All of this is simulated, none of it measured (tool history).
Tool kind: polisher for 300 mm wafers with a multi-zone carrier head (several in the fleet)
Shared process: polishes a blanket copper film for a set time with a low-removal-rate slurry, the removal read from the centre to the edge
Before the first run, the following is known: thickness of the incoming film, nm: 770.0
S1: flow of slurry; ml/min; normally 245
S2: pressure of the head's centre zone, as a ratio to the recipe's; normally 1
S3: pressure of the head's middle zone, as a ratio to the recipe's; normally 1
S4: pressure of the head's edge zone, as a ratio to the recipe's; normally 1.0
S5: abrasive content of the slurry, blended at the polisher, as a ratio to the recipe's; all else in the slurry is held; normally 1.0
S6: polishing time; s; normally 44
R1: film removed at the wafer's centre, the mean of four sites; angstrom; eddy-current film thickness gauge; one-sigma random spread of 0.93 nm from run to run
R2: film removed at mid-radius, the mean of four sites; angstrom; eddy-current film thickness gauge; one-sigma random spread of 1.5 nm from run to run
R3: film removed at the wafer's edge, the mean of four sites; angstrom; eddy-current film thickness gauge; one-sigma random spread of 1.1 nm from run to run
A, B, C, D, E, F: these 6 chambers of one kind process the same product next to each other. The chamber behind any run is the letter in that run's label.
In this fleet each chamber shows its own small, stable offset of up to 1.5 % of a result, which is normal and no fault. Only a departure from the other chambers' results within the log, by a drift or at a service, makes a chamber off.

run 1A hour=3.4 | S1=245 S2=1 S3=1 S4=1.0 S5=1.0 S6=44 | R1=1087.50 R2=1078.40 R3=1116.40
-- hour=5.0 chamber B: worn pad replaced by a new one
run 2C hour=7.2 | S1=245 S2=1 S3=1 S4=1.0 S5=1.0 S6=44 | R1=1094.20 R2=1084.10 R3=1071.90
run 3B hour=12.8 | S1=245 S2=1 S3=1 S4=1.0 S5=1.0 S6=44 | R1=1092.50 R2=1096.40 R3=1086.60
-- hour=17.3 chamber F: worn pad replaced by a new one
run 4E hour=18.3 | S1=245 S2=1 S3=1 S4=1.0 S5=1.0 S6=44 | R1=1089.10 R2=1109.60 R3=1096.00
-- hour=21.8 chamber A: worn pad replaced by a new one
run 5F hour=23.5 | S1=245 S2=1 S3=1 S4=1.0 S5=1.0 S6=44 | R1=1087.60 R2=1083.80 R3=1081.30
run 6D hour=28.3 | S1=245 S2=1 S3=1 S4=1.0 S5=1.0 S6=44 | R1=1090.60 R2=1060.80 R3=1092.60
run 7A hour=31.4 | S1=245 S2=1 S3=1 S4=1.0 S5=1.0 S6=56 | R1=1387.60 R2=1408.10 R3=1371.40
run 8D hour=36.5 | S1=245 S2=1 S3=1 S4=1.0 S5=1.0 S6=56 | R1=1382.20 R2=1367.90 R3=1388.40
run 9F hour=41.7 | S1=245 S2=1 S3=1 S4=1.0 S5=1.0 S6=56 | R1=1369.40 R2=1369.90 R3=1386.30
run 10C hour=46.5 | S1=245 S2=1 S3=1 S4=1.0 S5=1.0 S6=56 | R1=1384.30 R2=1379.50 R3=1397.80
run 11B hour=49.9 | S1=245 S2=1 S3=1 S4=1.0 S5=1.0 S6=56 | R1=1395.60 R2=1373.60 R3=1401.80
run 12E hour=53.8 | S1=245 S2=1 S3=1 S4=1.0 S5=1.0 S6=56 | R1=1415.80 R2=1378.20 R3=1413.50
run 13D hour=57.2 | S1=245 S2=1 S3=1 S4=1.0 S5=1.0 S6=44 | R1=1091.90 R2=1075.00 R3=1074.90
run 14C hour=60.2 | S1=245 S2=1 S3=1 S4=1.0 S5=1.0 S6=32 | R1=792.78 R2=794.85 R3=788.70
run 15A hour=65.4 | S1=245 S2=1 S3=1 S4=1.0 S5=1.0 S6=32 | R1=784.77 R2=778.98 R3=799.62
-- hour=70.4 chamber B: worn pad replaced by a new one
run 16F hour=70.9 | S1=245 S2=1 S3=1 S4=1.0 S5=1.0 S6=32 | R1=799.42 R2=797.84 R3=803.53
run 17E hour=74.0 | S1=245 S2=1 S3=1 S4=1.0 S5=1.0 S6=32 | R1=802.99 R2=800.53 R3=787.28
run 18B hour=78.0 | S1=245 S2=1 S3=1 S4=1.0 S5=1.0 S6=32 | R1=790.87 R2=795.16 R3=780.01
-- hour=78.5 chamber A: worn pad replaced by a new one
-- hour=79.0 chamber D: worn pad replaced by a new one
run 19E hour=80.6 | S1=245 S2=1 S3=1 S4=1.0 S5=1.0 S6=32 | R1=793.23 R2=810.99 R3=802.15
-- hour=80.7 chamber E: worn pad replaced by a new one
run 20D hour=85.3 | S1=245 S2=1 S3=1 S4=1.0 S5=1.0 S6=44 | R1=1092.30 R2=1063.20 R3=1086.10
run 21B hour=88.6 | S1=245 S2=1 S3=1 S4=1.0 S5=1.0 S6=44 | R1=1100.10 R2=1081.00 R3=1072.40
-- hour=90.4 chamber D: slurry nozzle cleaned
run 22C hour=93.5 | S1=245 S2=1 S3=1 S4=1.0 S5=1.0 S6=44 | R1=1090.50 R2=1062.90 R3=1086.40
-- hour=96.0 chamber F: worn pad replaced by a new one
run 23F hour=96.3 | S1=245 S2=1 S3=1 S4=1.0 S5=1.0 S6=44 | R1=1093.10 R2=1094.60 R3=1067.60
run 24A hour=101.7 | S1=245 S2=1 S3=1 S4=1.0 S5=1.0 S6=44 | R1=1083.40 R2=1069.60 R3=1086.30
-- hour=102.5 chamber C: worn pad replaced by a new one
run 25B hour=104.7 | S1=245 S2=1 S3=1 S4=1.0 S5=1.0 S6=44 | R1=1081.10 R2=1084.70 R3=1107.20
run 26C hour=108.0 | S1=245 S2=1 S3=1 S4=1.0 S5=1.0 S6=44 | R1=1088.70 R2=1065.90 R3=1074.70
run 27A hour=111.9 | S1=245 S2=1 S3=1 S4=1.0 S5=1.0 S6=44 | R1=1079.50 R2=1071.70 R3=1071.70
run 28D hour=116.4 | S1=245 S2=1 S3=1 S4=1.0 S5=1.0 S6=44 | R1=1081.80 R2=1074.40 R3=1087.00
run 29E hour=121.2 | S1=245 S2=1 S3=1 S4=1.0 S5=1.0 S6=44 | R1=1104.50 R2=1113.70 R3=1086.10
run 30F hour=124.6 | S1=245 S2=1 S3=1 S4=1.0 S5=1.0 S6=44 | R1=1074.30 R2=1068.40 R3=1072.90
-- hour=125.9 chamber B: worn pad replaced by a new one
run 31A hour=127.9 | S1=170 S2=1 S3=1 S4=1.0 S5=1.0 S6=44 | R1=1026.40 R2=1017.20 R3=1046.50
run 32C hour=132.6 | S1=170 S2=1 S3=1 S4=1.0 S5=1.0 S6=44 | R1=1032.90 R2=1026.30 R3=1038.60
-- hour=136.9 chamber A: worn pad replaced by a new one
run 33B hour=137.5 | S1=170 S2=1 S3=1 S4=1.0 S5=1.0 S6=44 | R1=1017.30 R2=1003.60 R3=1062.60
-- hour=138.9 chamber B: slurry nozzle cleaned
run 34F hour=141.5 | S1=170 S2=1 S3=1 S4=1.0 S5=1.0 S6=44 | R1=1031.80 R2=1033.70 R3=1045.00
run 35D hour=147.2 | S1=170 S2=1 S3=1 S4=1.0 S5=1.0 S6=44 | R1=1025.00 R2=1007.30 R3=1047.30
run 36E hour=151.8 | S1=170 S2=1 S3=1 S4=1.0 S5=1.0 S6=44 | R1=1044.40 R2=1048.70 R3=1041.90
-- hour=153.7 chamber D: worn pad replaced by a new one
run 37C hour=155.3 | S1=245 S2=1 S3=1 S4=1.0 S5=1.0 S6=44 | R1=1094.60 R2=1079.70 R3=1106.40
run 38A hour=158.2 | S1=245 S2=1 S3=1 S4=1.0 S5=1.0 S6=44 | R1=1078.70 R2=1093.70 R3=1117.50
run 39E hour=162.2 | S1=245 S2=1 S3=1 S4=1.0 S5=1.0 S6=44 | R1=1088.00 R2=1089.20 R3=1089.90
run 40D hour=166.3 | S1=245 S2=1 S3=1 S4=1.0 S5=1.0 S6=44 | R1=1072.20 R2=1077.80 R3=1078.60
run 41F hour=170.9 | S1=245 S2=1 S3=1 S4=1.0 S5=1.0 S6=44 | R1=1075.60 R2=1087.40 R3=1079.10
run 42B hour=175.1 | S1=245 S2=1 S3=1 S4=1.0 S5=0.8 S6=49 | R1=1152.60 R2=1156.50 R3=1143.40
run 43C hour=178.8 | S1=245 S2=1 S3=1 S4=1.0 S5=0.8 S6=49 | R1=1162.30 R2=1178.40 R3=1156.30

What goes on in this fleet: one chamber off, a drifting gauge, or nothing beyond the chambers' own small offsets? Name the chamber and the cause, if any.

No chamber stands off beyond its own small offset, and the gauge holds steady.

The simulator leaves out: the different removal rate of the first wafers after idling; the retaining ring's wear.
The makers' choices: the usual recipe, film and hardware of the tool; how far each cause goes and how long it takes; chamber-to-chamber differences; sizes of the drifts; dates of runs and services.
